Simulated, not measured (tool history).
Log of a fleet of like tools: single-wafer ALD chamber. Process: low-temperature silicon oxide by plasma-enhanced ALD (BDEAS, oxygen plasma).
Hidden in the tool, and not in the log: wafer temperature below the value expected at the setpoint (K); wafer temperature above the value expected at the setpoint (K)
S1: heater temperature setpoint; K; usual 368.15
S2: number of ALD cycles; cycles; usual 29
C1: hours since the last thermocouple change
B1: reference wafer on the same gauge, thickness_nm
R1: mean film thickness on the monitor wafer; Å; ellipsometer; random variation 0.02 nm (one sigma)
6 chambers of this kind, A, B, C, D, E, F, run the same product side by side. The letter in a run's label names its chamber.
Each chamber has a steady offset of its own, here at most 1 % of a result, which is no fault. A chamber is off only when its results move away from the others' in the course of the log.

run 1C day=0.412 | S1=368.15 S2=29 | C1=105.3 | B1=4.3959 | R1=42.239
run 2D day=0.8 | S1=368.15 S2=29 | C1=728.3 | B1=4.395 | R1=41.716
run 3E day=1.317 | S1=368.15 S2=29 | C1=2201.4 | B1=4.3994 | R1=42.367
run 4A day=1.825 | S1=368.15 S2=29 | C1=2245.2 | B1=4.4005 | R1=42.311
run 5F day=2.154 | S1=368.15 S2=29 | C1=492.9 | B1=4.3972 | R1=42.433
run 6B day=2.638 | S1=368.15 S2=29 | C1=1926.2 | B1=4.4043 | R1=42.483
run 7C day=3.017 | S1=368.15 S2=29 | C1=167.8 | B1=4.4047 | R1=42.971
run 8E day=3.367 | S1=368.15 S2=29 | C1=2250.6 | B1=4.3998 | R1=41.993
-- day=3.675 chamber E: thermocouple changed; heater temperature recalibrated
run 9A day=4 | S1=368.15 S2=29 | C1=2297.4 | B1=4.399 | R1=42.052
run 10F day=4.379 | S1=368.15 S2=29 | C1=546.3 | B1=4.397 | R1=42.335
run 11D day=4.762 | S1=368.15 S2=29 | C1=823.4 | B1=4.3986 | R1=41.79
run 12B day=5.229 | S1=368.15 S2=29 | C1=1988.4 | B1=4.4002 | R1=42.661
run 13E day=5.821 | S1=368.15 S2=29 | C1=51.6 | B1=4.398 | R1=42.166
run 14B day=6.233 | S1=368.15 S2=29 | C1=2012.5 | B1=4.407 | R1=42.355
run 15D day=6.658 | S1=368.15 S2=29 | C1=868.9 | B1=4.4033 | R1=41.863
run 16F day=7.267 | S1=368.15 S2=29 | C1=615.6 | B1=4.3983 | R1=42.179
run 17A day=7.588 | S1=368.15 S2=26 | C1=2383.5 | B1=4.3985 | R1=37.901
run 18C day=8.146 | S1=368.15 S2=26 | C1=290.9 | B1=4.4047 | R1=38.189
run 19D day=8.504 | S1=368.15 S2=26 | C1=913.2 | B1=4.3999 | R1=37.377
run 20A day=9.046 | S1=368.15 S2=26 | C1=2418.5 | B1=4.3991 | R1=38.233
run 21F day=9.554 | S1=368.15 S2=26 | C1=670.5 | B1=4.398 | R1=37.805
run 22C day=9.85 | S1=368.15 S2=26 | C1=331.8 | B1=4.4013 | R1=37.797
-- day=9.904 chamber A: thermocouple changed; heater temperature recalibrated
run 23E day=10.317 | S1=368.15 S2=29 | C1=159.5 | B1=4.4028 | R1=41.934
run 24B day=10.642 | S1=368.15 S2=29 | C1=2118.3 | B1=4.4005 | R1=42.225
run 25D day=11.133 | S1=368.15 S2=29 | C1=976.3 | B1=4.3944 | R1=41.722
run 26F day=11.683 | S1=368.15 S2=29 | C1=721.6 | B1=4.4082 | R1=42.577
run 27C day=12.196 | S1=368.15 S2=29 | C1=388.1 | B1=4.4002 | R1=42.909
run 28B day=12.842 | S1=368.15 S2=29 | C1=2171.1 | B1=4.397 | R1=42.707
run 29A day=13.246 | S1=368.15 S2=29 | C1=80.2 | B1=4.4031 | R1=42.188
run 30E day=13.675 | S1=368.15 S2=29 | C1=240.1 | B1=4.4013 | R1=42.347
run 31A day=14.175 | S1=368.15 S2=29 | C1=102.5 | B1=4.3991 | R1=42.238
run 32E day=14.604 | S1=368.15 S2=29 | C1=262.4 | B1=4.3999 | R1=42.264
run 33C day=15.117 | S1=368.15 S2=29 | C1=458.2 | B1=4.4024 | R1=42.636
run 34D day=15.688 | S1=368.15 S2=29 | C1=1085.6 | B1=4.4026 | R1=41.727
run 35F day=16.054 | S1=368.15 S2=29 | C1=826.5 | B1=4.3972 | R1=42.161
run 36B day=16.558 | S1=368.15 S2=29 | C1=2260.3 | B1=4.403 | R1=42.651

Next, every chamber runs the same settings. What will each give?
run 37A day=17.038 | S1=368.15 S2=29 | R1=?
run 37B day=17.038 | S1=368.15 S2=29 | R1=?
run 37C day=17.038 | S1=368.15 S2=29 | R1=?
run 37D day=17.038 | S1=368.15 S2=29 | R1=?
run 37E day=17.038 | S1=368.15 S2=29 | R1=?
run 37F day=17.038 | S1=368.15 S2=29 | R1=?

run=37A R1=41.735
run=37B R1=42.3
run=37C R1=42.349
run=37D R1=41.755
run=37E R1=42.67
run=37F R1=42.179

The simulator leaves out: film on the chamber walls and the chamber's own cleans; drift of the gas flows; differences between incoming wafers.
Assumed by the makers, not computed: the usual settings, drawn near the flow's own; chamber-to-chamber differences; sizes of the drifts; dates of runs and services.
